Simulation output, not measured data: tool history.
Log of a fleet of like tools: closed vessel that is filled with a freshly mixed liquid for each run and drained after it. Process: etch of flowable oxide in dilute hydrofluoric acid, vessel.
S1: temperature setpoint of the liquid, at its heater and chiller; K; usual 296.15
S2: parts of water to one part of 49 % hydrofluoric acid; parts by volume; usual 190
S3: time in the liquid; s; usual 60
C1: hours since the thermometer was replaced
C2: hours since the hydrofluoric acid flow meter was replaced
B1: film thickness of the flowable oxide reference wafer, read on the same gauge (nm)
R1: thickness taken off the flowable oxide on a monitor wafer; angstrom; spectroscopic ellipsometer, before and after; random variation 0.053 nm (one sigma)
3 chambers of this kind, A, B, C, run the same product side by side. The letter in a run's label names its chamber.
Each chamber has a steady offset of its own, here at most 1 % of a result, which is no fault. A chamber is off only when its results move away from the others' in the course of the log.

run,hour,S1,S2,S3,C1,C2,B1,R1
1C,9.2,296.15,190,60,529.8,823.5,140.00,123.470
2B,17.4,296.15,190,60,512.8,720.7,140.00,122.420
3A,23.4,296.15,190,60,1328.5,445.1,139.96,123.810
4B,31.0,296.15,190,60,526.4,734.3,139.97,122.960
5A,38.0,296.15,190,60,1343.1,459.7,139.98,123.640
6C,45.5,296.15,190,60,566.1,859.8,140.00,124.060
7A,55.9,296.15,190,60,1361.0,477.6,140.02,123.800
8C,63.9,296.15,190,60,584.5,878.2,140.05,124.180
9B,70.6,296.15,190,60,566.0,773.9,139.98,122.420
10B,80.5,296.15,190,60,575.9,783.8,140.04,122.690
11C,90.3,296.15,190,60,610.9,904.6,140.07,124.420
12A,96.8,293.65,190,40,1401.9,518.5,140.00,74.771
13A,106.8,293.65,190,40,1411.9,528.5,140.02,74.412
14B,116.2,293.65,190,40,611.6,819.5,140.01,74.387
15C,121.1,296.15,190,60,641.7,935.4,140.01,123.330
16C,131.4,296.15,190,60,652.0,945.7,140.00,123.550
17A,137.5,296.15,190,60,1442.6,559.2,140.03,123.700
18B,142.7,296.15,190,60,638.1,846.0,140.02,122.850
19C,149.0,296.15,245,60,669.6,963.3,140.02,89.513
20A,156.4,296.15,245,60,1461.5,578.1,140.03,90.819
21B,163.0,296.15,245,60,658.4,866.3,140.00,91.160
22C,167.7,296.15,190,60,688.3,982.0,140.00,124.050
23B,177.9,296.15,190,60,673.3,881.2,140.05,122.520
# hour 179.0: chamber B: hydrofluoric acid flow meter replaced
24A,188.0,296.15,190,60,1493.1,609.7,140.00,123.140
25C,198.4,296.15,190,60,719.0,1012.7,139.97,123.860
26A,208.8,296.15,190,60,1513.9,630.5,140.02,122.820
27B,215.9,296.15,190,60,711.3,37.0,139.97,123.210

Next, every chamber runs the same settings. What will each give?
28A,223.4,296.15,190,60,,,,?
28B,223.4,296.15,190,60,,,,?
28C,223.4,296.15,190,60,,,,?

run,R1
28A,123.130
28B,123.110
28C,123.690

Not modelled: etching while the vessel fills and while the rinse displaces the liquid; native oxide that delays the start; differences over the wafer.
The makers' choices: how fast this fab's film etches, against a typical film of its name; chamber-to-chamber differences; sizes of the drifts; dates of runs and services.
